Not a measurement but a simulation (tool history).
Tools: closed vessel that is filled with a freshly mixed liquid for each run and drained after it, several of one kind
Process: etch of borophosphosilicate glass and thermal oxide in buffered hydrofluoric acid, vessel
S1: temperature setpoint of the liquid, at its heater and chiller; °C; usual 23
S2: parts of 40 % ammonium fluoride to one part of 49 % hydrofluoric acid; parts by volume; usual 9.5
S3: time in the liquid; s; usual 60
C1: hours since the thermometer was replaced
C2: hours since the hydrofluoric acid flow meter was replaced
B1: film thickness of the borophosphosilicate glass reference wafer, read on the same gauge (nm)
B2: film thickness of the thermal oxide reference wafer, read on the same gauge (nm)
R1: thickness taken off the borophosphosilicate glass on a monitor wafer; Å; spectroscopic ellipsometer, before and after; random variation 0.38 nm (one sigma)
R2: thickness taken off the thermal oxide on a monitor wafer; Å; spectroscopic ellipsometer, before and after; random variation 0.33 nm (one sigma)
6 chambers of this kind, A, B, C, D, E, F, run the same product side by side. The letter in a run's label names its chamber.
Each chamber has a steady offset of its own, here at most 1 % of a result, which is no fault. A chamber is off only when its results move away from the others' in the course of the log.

run	day	S1	S2	S3	C1	C2	B1	B2	R1	R2
1A	0.233	23	9.5	60	50.2	1528.0	29.984	40.036	733.78	705.47
2F	0.471	23	9.5	60	252.2	351.3	29.994	40.038	738.52	715.54
3D	0.646	23	9.5	60	466.8	319.4	30.052	39.991	735.28	697.54
4B	0.921	23	9.5	60	1293.1	746.2	29.998	40.017	736.02	708.29
5E	1.229	23	9.5	60	48.7	881.9	29.972	40.022	726.53	706.79
6C	1.421	23	9.5	60	544.0	715.4	29.950	40.018	719.24	715.15
7A	1.633	23	9.5	60	83.8	1561.6	29.993	40.004	739.29	710.47
8D	1.783	23	9.5	60	494.1	346.7	29.980	39.993	738.22	697.77
9E	1.983	23	9.5	60	66.8	900.0	30.040	39.970	726.00	699.26
# day 2.079: chamber B: hydrofluoric acid flow meter replaced
10B	2.150	23	9.5	60	1322.6	1.7	30.029	39.997	739.55	701.00
11F	2.446	23	9.5	60	299.6	398.7	30.026	40.020	726.54	710.63
12C	2.746	23	7.0	60	575.8	747.2	30.027	40.007	978.55	954.45
13B	3.050	23	7.0	60	1344.2	23.3	30.023	39.981	992.27	952.01
14A	3.225	23	7.0	60	122.0	1599.8	30.003	40.009	996.88	962.18
15F	3.521	23	7.0	60	325.4	424.5	30.017	40.005	992.43	971.79
16C	3.829	23	7.0	60	601.8	773.2	30.030	40.008	980.78	964.62
17E	3.962	23	7.0	60	114.3	947.5	30.043	40.003	988.77	945.69
18D	4.175	23	9.5	60	551.5	404.1	29.959	40.012	733.18	703.03
19F	4.442	23	9.5	60	347.5	446.6	29.986	40.027	734.63	705.35
20E	4.754	23	9.5	60	133.3	966.5	29.965	39.998	727.70	703.95
21A	5.017	23	9.5	60	165.0	1642.8	30.026	40.002	730.55	711.18
# day 5.071: chamber F: hydrofluoric acid flow meter replaced
22C	5.246	23	9.5	60	635.8	807.2	29.981	40.000	728.36	710.71
23B	5.475	23	9.5	60	1402.4	81.5	29.999	39.973	729.82	704.73
24D	5.667	23	9.5	60	587.3	439.9	30.020	40.012	731.34	702.92
25D	5.896	23	9.5	30	592.8	445.4	30.004	39.991	370.60	349.26
26E	6.054	23	9.5	30	164.5	997.7	30.002	39.982	366.02	352.72
27F	6.229	23	9.5	30	390.4	27.9	29.992	40.005	364.73	353.44
# day 6.308: chamber C: hydrofluoric acid flow meter replaced
28A	6.492	23	9.5	30	200.4	1678.2	29.981	40.014	368.19	353.50
29B	6.658	23	9.5	30	1430.8	109.9	29.969	39.969	369.24	348.46
# day 6.700: chamber D: thermometer replaced
30C	6.838	23	9.5	30	674.0	12.8	30.028	39.978	360.28	355.17
31B	6.996	23	9.5	60	1438.9	118.0	30.021	39.998	738.80	705.25
32A	7.250	23	9.5	60	218.6	1696.4	29.972	39.984	734.22	708.18
33D	7.417	23	9.5	60	17.2	481.9	30.017	40.010	731.45	702.48
34F	7.612	23	9.5	60	423.6	61.1	29.978	40.032	719.92	709.10
35C	7.912	23	9.5	60	699.8	38.6	30.002	39.999	724.96	714.51
36E	8.079	23	9.5	60	213.1	1046.3	30.026	39.972	732.65	703.45
37F	8.275	23	9.5	60	439.5	77.0	29.999	40.039	723.21	713.13
38D	8.525	23	9.5	60	43.8	508.5	30.014	40.011	735.23	702.36
39E	8.821	23	9.5	60	230.9	1064.1	30.002	39.985	726.51	699.99
40B	8.988	23	9.5	45	1486.7	165.8	29.991	39.989	550.99	530.79
41A	9.192	23	9.5	45	265.2	1743.0	29.996	40.017	551.86	530.33
42C	9.338	23	9.5	45	734.0	72.8	29.982	40.018	545.86	532.14
43E	9.475	23	9.5	45	246.6	1079.8	29.968	40.015	551.06	521.36
44C	9.746	23	9.5	45	743.8	82.6	29.982	40.016	545.94	532.88

All 6 chambers run these settings next. Forecast each chamber's results:
45A	9.971	20	9.5	60					?	?
45B	9.971	20	9.5	60					?	?
45C	9.971	20	9.5	60					?	?
45D	9.971	20	9.5	60					?	?
45E	9.971	20	9.5	60					?	?
45F	9.971	20	9.5	60					?	?

run	R1	R2
45A	627.15	601.81
45B	622.18	598.13
45C	622.24	598.05
45D	620.17	589.82
45E	618.74	593.09
45F	616.87	600.35

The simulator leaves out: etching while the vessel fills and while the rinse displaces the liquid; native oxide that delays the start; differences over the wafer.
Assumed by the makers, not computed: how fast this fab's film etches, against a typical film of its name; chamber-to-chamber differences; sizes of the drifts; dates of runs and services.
